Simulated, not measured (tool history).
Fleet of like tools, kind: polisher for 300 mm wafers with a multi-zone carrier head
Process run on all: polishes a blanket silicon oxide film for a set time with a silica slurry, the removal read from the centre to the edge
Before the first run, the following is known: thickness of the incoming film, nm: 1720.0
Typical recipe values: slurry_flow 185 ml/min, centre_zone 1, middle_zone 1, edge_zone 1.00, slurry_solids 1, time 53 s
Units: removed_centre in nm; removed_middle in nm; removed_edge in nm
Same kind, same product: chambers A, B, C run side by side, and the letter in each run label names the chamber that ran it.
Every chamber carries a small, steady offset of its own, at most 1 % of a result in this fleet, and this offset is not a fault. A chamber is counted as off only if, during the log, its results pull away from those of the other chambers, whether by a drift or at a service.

| run | hour | slurry_flow | centre_zone | middle_zone | edge_zone | slurry_solids | time | removed_centre | removed_middle | removed_edge |
|---|---|---|---|---|---|---|---|---|---|---|
| 1A | 6.8 | 185 | 1 | 1 | 1.00 | 1 | 53 | 259.52 | 258.24 | 263.51 |
|  | 9.6 | chamber C: centre zone pressure recalibrated |
| 2C | 14.6 | 185 | 1 | 1 | 1.00 | 1 | 53 | 263.81 | 262.84 | 259.29 |
| 3B | 20.9 | 185 | 1 | 1 | 1.00 | 1 | 53 | 265.37 | 261.79 | 265.88 |
| 4C | 31.7 | 185 | 1 | 1 | 1.00 | 1 | 53 | 261.97 | 264.02 | 264.26 |
| 5B | 42.3 | 240 | 1 | 1 | 1.00 | 1 | 53 | 273.84 | 270.63 | 272.17 |
| 6A | 51.6 | 240 | 1 | 1 | 1.00 | 1 | 53 | 269.59 | 271.08 | 268.94 |
| 7C | 57.2 | 240 | 1 | 1 | 1.00 | 1 | 53 | 274.73 | 272.38 | 273.41 |
| 8B | 62.8 | 185 | 1 | 1 | 1.00 | 1 | 53 | 265.23 | 260.19 | 265.38 |
|  | 63.6 | chamber C: edge zone pressure recalibrated |
| 9A | 74.4 | 185 | 1 | 1 | 1.00 | 1 | 53 | 259.14 | 261.18 | 265.27 |
|  | 76.6 | chamber C: worn pad replaced by a new one |
| 10A | 82.0 | 185 | 1 | 1 | 1.00 | 1 | 53 | 261.63 | 266.46 | 265.72 |
| 11C | 90.0 | 185 | 1 | 1 | 1.00 | 1 | 53 | 265.51 | 263.42 | 266.04 |
| 12B | 96.9 | 185 | 1 | 1 | 1.00 | 1 | 53 | 266.70 | 259.66 | 263.06 |
|  | 99.9 | chamber B: worn pad replaced by a new one |
| 13C | 105.2 | 185 | 1 | 1 | 1.00 | 1 | 53 | 261.72 | 260.24 | 262.72 |
|  | 113.8 | chamber A: slurry nozzle cleaned |
| 14A | 115.3 | 235 | 1 | 1 | 1.09 | 1 | 53 | 270.82 | 269.04 | 281.29 |
|  | 118.7 | chamber A: worn pad replaced by a new one |
| 15B | 123.8 | 235 | 1 | 1 | 1.09 | 1 | 53 | 275.07 | 269.57 | 284.29 |
| 16B | 135.0 | 235 | 1 | 1 | 1.09 | 1 | 53 | 276.50 | 271.00 | 282.84 |
| 17C | 142.8 | 185 | 1 | 1 | 0.95 | 1 | 53 | 263.35 | 263.91 | 257.77 |
| 18A | 149.9 | 185 | 1 | 1 | 0.95 | 1 | 53 | 262.36 | 260.08 | 258.94 |
| 19A | 158.8 | 185 | 1 | 1 | 0.95 | 1 | 53 | 263.74 | 262.34 | 255.04 |
|  | 169.0 | chamber C: worn pad replaced by a new one |
| 20B | 170.4 | 185 | 1 | 1 | 1.00 | 1 | 53 | 268.84 | 261.65 | 267.93 |
| 21C | 182.4 | 185 | 1 | 1 | 1.00 | 1 | 53 | 261.63 | 262.91 | 268.15 |
| 22C | 190.7 | 185 | 1 | 1 | 1.00 | 1 | 53 | 261.96 | 265.29 | 264.66 |
| 23B | 198.0 | 185 | 1 | 1 | 1.00 | 1 | 53 | 270.51 | 260.55 | 264.57 |
| 24A | 203.4 | 185 | 1 | 1 | 1.00 | 1 | 53 | 260.05 | 258.95 | 264.82 |
| 25B | 212.6 | 185 | 1 | 1 | 1.00 | 1 | 53 | 271.11 | 261.86 | 262.22 |
|  | 218.3 | chamber B: worn pad replaced by a new one |
| 26A | 219.8 | 185 | 1 | 1 | 1.00 | 1 | 53 | 264.30 | 264.53 | 264.18 |
| 27C | 229.5 | 185 | 1 | 1 | 1.00 | 1 | 53 | 264.60 | 261.77 | 260.99 |
| 28A | 237.7 | 185 | 1 | 1 | 1.00 | 1 | 53 | 261.92 | 260.35 | 261.66 |
| 29B | 248.2 | 185 | 1 | 1 | 1.00 | 1 | 53 | 273.34 | 262.49 | 263.10 |
| 30C | 253.6 | 185 | 1 | 1 | 1.00 | 1 | 53 | 262.55 | 260.21 | 265.24 |
| 31B | 259.0 | 185 | 1 | 1 | 1.00 | 1 | 53 | 275.84 | 257.13 | 262.72 |
| 32A | 267.7 | 185 | 1 | 1 | 1.00 | 1 | 53 | 259.77 | 260.40 | 262.30 |

All chambers now run identical settings, listed one chamber a line with results as question marks. What results will each chamber show?
| 33A | 276.4 | 165 | 1 | 1 | 1.00 | 1 | 53 | ? | ? | ? |
| 33B | 276.4 | 165 | 1 | 1 | 1.00 | 1 | 53 | ? | ? | ? |
| 33C | 276.4 | 165 | 1 | 1 | 1.00 | 1 | 53 | ? | ? | ? |

| run | removed_centre | removed_middle | removed_edge |
|---|---|---|---|
| 33A | 256.38 | 257.75 | 262.72 |
| 33B | 271.17 | 258.08 | 260.86 |
| 33C | 256.82 | 258.75 | 257.49 |

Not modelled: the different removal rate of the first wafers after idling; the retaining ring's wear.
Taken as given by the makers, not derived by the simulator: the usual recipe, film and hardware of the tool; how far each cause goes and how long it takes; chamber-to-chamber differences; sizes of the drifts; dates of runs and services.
